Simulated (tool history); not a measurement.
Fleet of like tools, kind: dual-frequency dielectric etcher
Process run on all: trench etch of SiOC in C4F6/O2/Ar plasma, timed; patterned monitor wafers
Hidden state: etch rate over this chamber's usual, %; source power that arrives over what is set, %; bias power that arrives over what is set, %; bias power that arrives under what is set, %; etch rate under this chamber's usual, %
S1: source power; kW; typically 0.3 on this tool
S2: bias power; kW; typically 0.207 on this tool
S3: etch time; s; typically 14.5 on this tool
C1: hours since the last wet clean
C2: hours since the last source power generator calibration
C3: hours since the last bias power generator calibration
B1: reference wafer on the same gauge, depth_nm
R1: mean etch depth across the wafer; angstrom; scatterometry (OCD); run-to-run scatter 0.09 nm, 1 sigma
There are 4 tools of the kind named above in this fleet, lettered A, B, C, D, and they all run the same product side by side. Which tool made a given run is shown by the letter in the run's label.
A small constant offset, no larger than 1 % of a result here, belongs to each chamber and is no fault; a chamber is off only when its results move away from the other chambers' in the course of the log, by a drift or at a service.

run   hour    S1     S2    S3     C1      C2      C3      B1      R1
 1B    2.8   0.3  0.207  14.5   46.2  1294.1    2837  31.098  281.27
 2A    7.1   0.3  0.207  14.5  242.3  1087.4    2899  31.091  284.94
 3C   12.3   0.3  0.207  14.5  408.5    2711  2537.5  31.093   280.9
 4D   15.3   0.3  0.207  14.5  568.4  1252.7   118.7  31.084  284.14
      18.2  -- chamber A: bias power generator calibrated
 5A     20  0.26  0.207  10.5  255.2  1100.3     1.9  31.102  196.76
      23.7  -- chamber D: wet clean of the chamber
 6C   24.5  0.26  0.207  10.5  420.7  2723.2  2549.7  31.069  191.94
 7D   28.5  0.26  0.207  10.5    4.8  1265.9   131.9  31.114  194.84
 8B   32.3  0.26  0.207  10.5   75.7  1323.6  2866.5  31.109  193.86
 9C   35.9   0.3  0.207  14.5  432.1  2734.6  2561.1  31.132  280.15
10A   38.7   0.3  0.207  14.5  273.9    1119    20.6  31.089  286.87
11D   42.2   0.3  0.207  14.5   18.5  1279.6   145.6  31.115  283.79
12B   44.8   0.3  0.207  14.5   88.2  1336.1    2879  31.111  280.88
13C   48.8   0.3  0.207  14.5    445  2747.5    2574  31.113  280.24
14D   51.7   0.3  0.207  14.5     28  1289.1   155.1  31.081  283.58
15A   55.6   0.3  0.207  14.5  290.8  1135.9    37.5  31.114  289.51
      56.1  -- chamber C: wet clean of the chamber
      60.1  -- chamber C: bias power generator calibrated
16B     61   0.3  0.207  14.5  104.4  1352.3  2895.2  31.073  282.64
17A   64.7   0.3  0.207  14.5  299.9    1145    46.6  31.091   289.4
18C   67.5   0.3  0.207  14.5   11.4  2766.2     7.4  31.106   279.9
19B   72.6   0.3  0.207  14.5    116  1363.9  2906.8  31.105  280.85
20D   77.3   0.3  0.207  14.5   53.6  1314.7   180.7  31.111  284.41
21A   80.9  0.37  0.207    12  316.1  1161.2    62.8  31.121  260.88
22D   83.4  0.37  0.207    12   59.7  1320.8   186.8  31.115  254.49
23B   87.2  0.37  0.207    12  130.6  1378.5  2921.4  31.089  250.87
24C   91.1  0.37  0.207    12     35  2789.8      31  31.104  252.08
25C   94.6   0.3  0.207  14.5   38.5  2793.3    34.5  31.107  280.78
26B   99.2   0.3  0.207  14.5  142.6  1390.5  2933.4  31.109  281.67
27D    103   0.3  0.207  14.5   79.3  1340.4   206.4  31.096   282.9
28A  105.8   0.3  0.207  14.5    341  1186.1    87.7  31.109  293.93
29B  108.7  0.23  0.207    17  152.1    1400  2942.9  31.089  298.57
30A    112  0.23  0.207    17  347.2  1192.3    93.9  31.102  310.59
31D  116.5  0.23  0.207    17   92.8  1353.9   219.9  31.111  301.55
32C    122  0.23  0.207    17   65.9  2820.7    61.9  31.095  295.53
33C  126.3   0.3  0.207  14.5   70.2    2825    66.2  31.116  280.15
34B  130.2   0.3  0.207  14.5  173.6  1421.5  2964.4  31.108  280.21
35D  134.9   0.3  0.207  14.5  111.2  1372.3   238.3  31.115  283.02

Does one chamber stand apart from the rest, does the shared gauge drift, or is all well apart from small per-chamber offsets? Give the chamber and the most likely cause, where there is one.

Chamber A drifts away from the others.
Most likely cause: etch rate over this chamber's usual, % = 4.06.

Below are 4 candidate recipes for chamber A's next run, each the usual settings with a change, their results shown as question marks. Which of them brings A's results back in line with what the other chambers give on the usual settings?
In line here means within this much of the mean the other chambers give on the usual settings: R1 3.1 angstrom
36A-1  138.9   0.3  0.195  14.5                   ?
36A-2  138.9  0.31  0.212  14.5                   ?
36A-3  138.9  0.26  0.207  14.5                   ?
36A-4  138.9  0.34  0.207  14.5                   ?

The other chambers' mean on the usual settings: R1 281.58 angstrom
  run      R1
36A-1  290.51
36A-2  302.33
36A-3  280.53
36A-4  310.75
Change 36A-3 lands the chamber within the allowed miss of the other chambers.

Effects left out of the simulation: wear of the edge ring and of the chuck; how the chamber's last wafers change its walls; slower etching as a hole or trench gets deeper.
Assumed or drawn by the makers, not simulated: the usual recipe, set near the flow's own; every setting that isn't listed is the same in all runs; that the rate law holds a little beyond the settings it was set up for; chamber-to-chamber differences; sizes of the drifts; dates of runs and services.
